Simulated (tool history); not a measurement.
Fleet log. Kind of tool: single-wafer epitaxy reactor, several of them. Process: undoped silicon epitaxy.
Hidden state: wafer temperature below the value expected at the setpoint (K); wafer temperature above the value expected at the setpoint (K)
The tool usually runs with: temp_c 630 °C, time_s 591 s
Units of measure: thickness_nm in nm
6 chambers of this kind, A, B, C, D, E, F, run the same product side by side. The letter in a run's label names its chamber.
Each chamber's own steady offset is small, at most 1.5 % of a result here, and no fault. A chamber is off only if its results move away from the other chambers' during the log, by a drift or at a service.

run   hour  temp_c  time_s  hours since the last pyrometer calibration  read-back reference wafer on the same gauge, thickness_nm  thickness_nm
 1A    5.7     630     591                                       312.0                                                     76.091        63.822
 2C   15.3     630     591                                       448.4                                                     76.043        62.794
 3E   22.9     630     591                                       890.1                                                     76.004        64.000
 4F   34.3     630     591                                      1092.1                                                     76.110        63.395
 5D   44.0     630     591                                       567.2                                                     76.083        64.446
 6B   54.0     630     591                                       743.5                                                     76.064        63.705
      58.3  -- chamber F: pyrometer calibrated
 7B   60.8     630     591                                       750.3                                                     76.014        63.920
 8E   67.8     630     591                                       935.0                                                     76.118        64.061
 9D   76.2     637     659                                       599.4                                                     76.117        84.349
10A   85.6     637     659                                       391.9                                                     76.137        84.247
11C   93.8     637     659                                       526.9                                                     76.175        82.177
12F   99.8     637     659                                        41.6                                                     76.163        82.606
13B  105.3     637     659                                       794.8                                                     76.175        83.191
14E  114.4     637     659                                       981.6                                                     76.167        84.129
15A  121.9     630     591                                       428.2                                                     76.112        64.173
16C  132.4     630     591                                       565.5                                                     76.071        63.037
17D  144.6     630     591                                       667.8                                                     76.030        64.846
18F  154.8     630     591                                        96.6                                                     76.100        63.663
19D  161.5     630     591                                       684.7                                                     76.122        64.403
20B  169.7     630     591                                       859.2                                                     76.024        63.861
21A  176.2     630     591                                       482.5                                                     76.004        64.179
22E  184.8     630     591                                      1052.0                                                     76.011        64.155
23C  191.5     630     591                                       624.6                                                     76.174        63.197
24F  198.9     630     591                                       140.7                                                     76.179        63.782
25B  209.1     630     591                                       898.6                                                     76.053        63.752
26C  220.1     630     591                                       653.2                                                     76.058        63.115
27E  227.6     630     591                                      1094.8                                                     76.070        63.906
28A  234.6     636     548                                       540.9                                                     76.126        67.879
29F  243.1     636     548                                       184.9                                                     76.021        67.607
30D  249.4     636     548                                       772.6                                                     76.118        68.446
31A  259.6     636     548                                       565.9                                                     76.122        67.218
32F  271.1     636     548                                       212.9                                                     76.151        67.587
33C  279.4     636     548                                       712.5                                                     76.008        66.924
34B  290.5     630     700                                       980.0                                                     76.108        75.706
35D  301.1     630     700                                       824.3                                                     76.106        76.646
36E  312.5     630     700                                      1179.7                                                     76.049        75.856
37D  320.6     630     700                                       843.8                                                     76.136        76.136
38C  329.1     630     700                                       762.2                                                     76.169        75.100
39A  339.9     630     700                                       646.2                                                     76.102        73.848
40E  349.1     630     591                                      1216.3                                                     76.145        64.269
41B  361.3     630     591                                      1050.8                                                     76.071        63.403
42F  372.4     630     591                                       314.2                                                     76.086        63.661
43E  383.1     630     591                                      1250.3                                                     76.077        64.130

Next, all 6 chambers run the settings below, one line each with question marks for the results. What does each chamber give?
44A  392.1     630     591                                                                                                                    ?
44B  392.1     630     591                                                                                                                    ?
44C  392.1     630     591                                                                                                                    ?
44D  392.1     630     591                                                                                                                    ?
44E  392.1     630     591                                                                                                                    ?
44F  392.1     630     591                                                                                                                    ?

run  thickness_nm
44A        61.481
44B        63.833
44C        63.273
44D        64.582
44E        64.465
44F        63.247
